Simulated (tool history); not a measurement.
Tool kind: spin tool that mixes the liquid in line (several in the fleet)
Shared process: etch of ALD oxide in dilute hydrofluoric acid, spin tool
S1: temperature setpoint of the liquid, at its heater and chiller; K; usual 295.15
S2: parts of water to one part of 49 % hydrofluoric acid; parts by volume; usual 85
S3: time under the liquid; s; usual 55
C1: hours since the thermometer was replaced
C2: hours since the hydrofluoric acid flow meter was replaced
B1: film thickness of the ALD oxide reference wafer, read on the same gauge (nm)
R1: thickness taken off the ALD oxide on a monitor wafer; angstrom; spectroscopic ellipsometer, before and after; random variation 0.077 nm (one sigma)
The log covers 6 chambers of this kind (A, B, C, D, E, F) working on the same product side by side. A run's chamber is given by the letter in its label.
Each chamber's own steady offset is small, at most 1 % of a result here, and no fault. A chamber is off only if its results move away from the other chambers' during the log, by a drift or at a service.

run,day,S1,S2,S3,C1,C2,B1,R1
# day 0.092: chamber C: hydrofluoric acid flow meter replaced
1F,0.533,295.15,85,55,2338.3,399.6,80.026,101.720
2D,0.996,295.15,85,55,24.5,205.7,80.023,101.930
3B,1.517,295.15,85,55,655.1,504.4,80.002,102.780
4C,1.925,295.15,85,55,518.2,44.1,79.972,103.880
5E,2.217,295.15,85,55,967.5,117.6,80.032,103.850
6A,2.508,295.15,85,55,620.5,903.2,79.981,102.700
7E,3.000,295.15,85,55,986.3,136.4,80.027,102.500
8C,3.304,295.15,85,35,551.3,77.2,80.047,65.522
9F,3.854,295.15,85,35,2418.0,479.3,79.991,65.763
# day 3.879: chamber F: thermometer replaced
10B,4.142,295.15,85,35,718.1,567.4,79.984,66.475
11D,4.450,295.15,85,35,107.4,288.6,80.015,65.022
12A,4.925,295.15,85,35,678.5,961.2,80.031,65.382
13F,5.292,295.15,85,35,34.0,513.8,79.994,65.257
14C,5.562,295.15,85,55,605.5,131.4,80.018,104.750
15A,5.862,295.15,85,55,701.0,983.7,80.013,103.530
16D,6.225,295.15,85,55,150.0,331.2,80.033,102.900
17B,6.721,295.15,100,55,780.0,629.3,80.017,85.898
18E,7.017,295.15,100,55,1082.7,232.8,80.019,88.725
19B,7.367,295.15,100,55,795.5,644.8,80.040,86.894
20F,7.804,295.15,100,55,94.3,574.1,79.994,84.916
21D,8.192,295.15,100,55,197.2,378.4,79.993,84.997
22E,8.621,295.15,100,55,1121.2,271.3,80.012,88.633
23A,9.088,296.65,115,55,778.4,1061.1,80.015,77.813
24C,9.500,296.65,115,55,700.0,225.9,79.975,79.142
25C,9.788,296.65,115,55,706.9,232.8,80.019,79.067
26F,10.104,296.65,115,55,149.5,629.3,80.026,78.439
27D,10.392,296.65,115,55,250.0,431.2,79.996,77.542
28A,10.917,296.65,115,55,822.3,1105.0,80.007,77.944
29B,11.183,295.15,85,55,887.1,736.4,79.993,103.720
30E,11.667,295.15,85,55,1194.3,344.4,79.997,109.100
31C,12.054,295.15,85,55,761.3,287.2,80.020,103.600
32E,12.575,295.15,85,55,1216.1,366.2,79.981,109.460
33A,12.992,295.15,85,55,872.1,1154.8,79.978,103.550
34F,13.383,295.15,85,55,228.2,708.0,79.985,101.590
# day 13.762: chamber B: thermometer replaced
35D,13.792,295.15,125,55,331.6,512.8,79.973,66.521
36B,14.346,295.15,125,55,14.0,812.3,80.010,66.662
37C,14.792,295.15,125,55,827.0,352.9,80.008,67.914
38B,15.275,295.15,125,55,36.3,834.6,79.964,67.294
39E,15.638,295.15,125,55,1289.6,439.7,79.966,72.826
40A,16.117,295.15,125,55,947.1,1229.8,80.003,66.367
41D,16.588,295.15,85,55,398.7,579.9,79.981,102.690
42F,17.025,295.15,85,55,315.6,795.4,79.995,104.450

Is one chamber off against the others, does the gauge drift, or is nothing wrong? If a chamber is off, say which, and what the likeliest cause is.

It is chamber E that slowly wanders off from its peers.
Likeliest cause: liquid hotter than its thermometer reads (K) = 2.43.
The log may not tell that from: hydrofluoric acid flow above the setpoint (%).

Below are 4 candidate recipes for chamber E's next run, each the usual settings with a change, their results shown as question marks. Which of them brings E's results back in line with what the other chambers give on the usual settings?
To be in line, a result may differ from the other chambers' mean on the usual settings by at most: R1 2.700 angstrom
43E-1,17.425,300.15,85,55,,,,?
43E-2,17.425,295.15,85,50,,,,?
43E-3,17.425,295.15,85,45,,,,?
43E-4,17.425,295.65,80,55,,,,?

The other chambers' mean on the usual settings: R1 103.150 angstrom
run,R1
43E-1,137.680
43E-2,103.080
43E-3,92.772
43E-4,123.770
43E-2 brings the chamber back in line.
